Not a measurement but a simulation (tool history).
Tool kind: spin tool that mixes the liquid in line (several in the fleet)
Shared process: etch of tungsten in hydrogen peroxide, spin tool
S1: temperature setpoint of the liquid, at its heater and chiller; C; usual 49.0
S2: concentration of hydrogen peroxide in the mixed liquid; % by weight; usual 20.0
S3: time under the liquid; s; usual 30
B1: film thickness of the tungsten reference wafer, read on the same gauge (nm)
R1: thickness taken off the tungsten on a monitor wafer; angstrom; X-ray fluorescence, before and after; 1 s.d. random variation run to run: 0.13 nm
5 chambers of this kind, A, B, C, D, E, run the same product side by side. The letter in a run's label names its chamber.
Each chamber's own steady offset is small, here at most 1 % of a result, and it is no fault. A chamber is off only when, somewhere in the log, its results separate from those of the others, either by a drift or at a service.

run,day,S1,S2,S3,B1,R1
# day 0.288: chamber D: heated supply line repaired
1E,0.358,49.0,20.0,30,40.035,263.40
2D,0.621,49.0,20.0,30,40.007,266.02
3B,0.871,49.0,20.0,30,40.005,266.75
# day 0.892: chamber C: thermometer replaced
4C,1.104,49.0,20.0,30,39.968,263.35
5A,1.346,49.0,20.0,30,39.978,266.24
6E,1.625,49.0,25.5,15,39.964,147.37
7B,1.854,49.0,25.5,15,40.015,149.88
8D,2.021,49.0,25.5,15,40.040,151.17
9C,2.367,49.0,25.5,15,40.019,148.84
10A,2.671,49.0,25.5,15,39.985,148.74
11C,2.946,49.0,20.0,30,39.951,262.39
12A,3.267,49.0,20.0,30,40.028,260.09
13D,3.604,49.0,20.0,30,39.971,268.13
14E,3.779,49.0,20.0,30,40.005,262.14
15B,4.029,49.0,20.0,30,39.996,264.18
16A,4.296,49.0,20.0,30,39.990,260.52
17B,4.642,49.0,20.0,30,40.025,263.80
# day 4.858: chamber E: thermometer replaced
18C,4.912,49.0,20.0,30,39.992,265.07
19D,5.150,49.0,20.0,30,39.994,264.18
20E,5.479,49.0,20.0,30,39.997,264.30
21A,5.812,49.0,20.0,30,40.062,257.31
22C,6.062,49.0,25.0,15,40.004,147.19
23D,6.396,49.0,25.0,15,40.031,148.62
24E,6.688,49.0,25.0,15,40.034,146.69
25B,6.908,49.0,25.0,15,40.002,150.34
26D,7.196,49.0,25.0,15,39.971,147.89
27C,7.521,49.0,20.0,30,40.020,261.89
28A,7.717,49.0,20.0,30,39.996,252.08
29E,7.975,49.0,20.0,30,39.994,262.02
30B,8.288,49.0,20.0,30,40.001,262.46
31D,8.575,49.0,20.0,15,40.011,131.44
32E,8.908,49.0,20.0,15,40.001,130.54
33A,9.079,49.0,20.0,15,40.040,125.12
34C,9.304,49.0,20.0,15,39.969,129.96
35B,9.533,49.0,20.0,15,40.002,131.87
36D,9.692,54.5,20.0,35,39.994,434.90
37E,9.883,54.5,20.0,35,40.024,423.89
38A,10.062,54.5,20.0,35,39.976,403.55
39C,10.246,54.5,20.0,35,40.046,424.25

The same settings go to every chamber for the next run, one line per chamber below. Forecast the results for each:
40A,10.500,49.0,20.0,30,,?
40B,10.500,49.0,20.0,30,,?
40C,10.500,49.0,20.0,30,,?
40D,10.500,49.0,20.0,30,,?
40E,10.500,49.0,20.0,30,,?

run,R1
40A,247.16
40B,266.07
40C,264.62
40D,264.59
40E,261.35
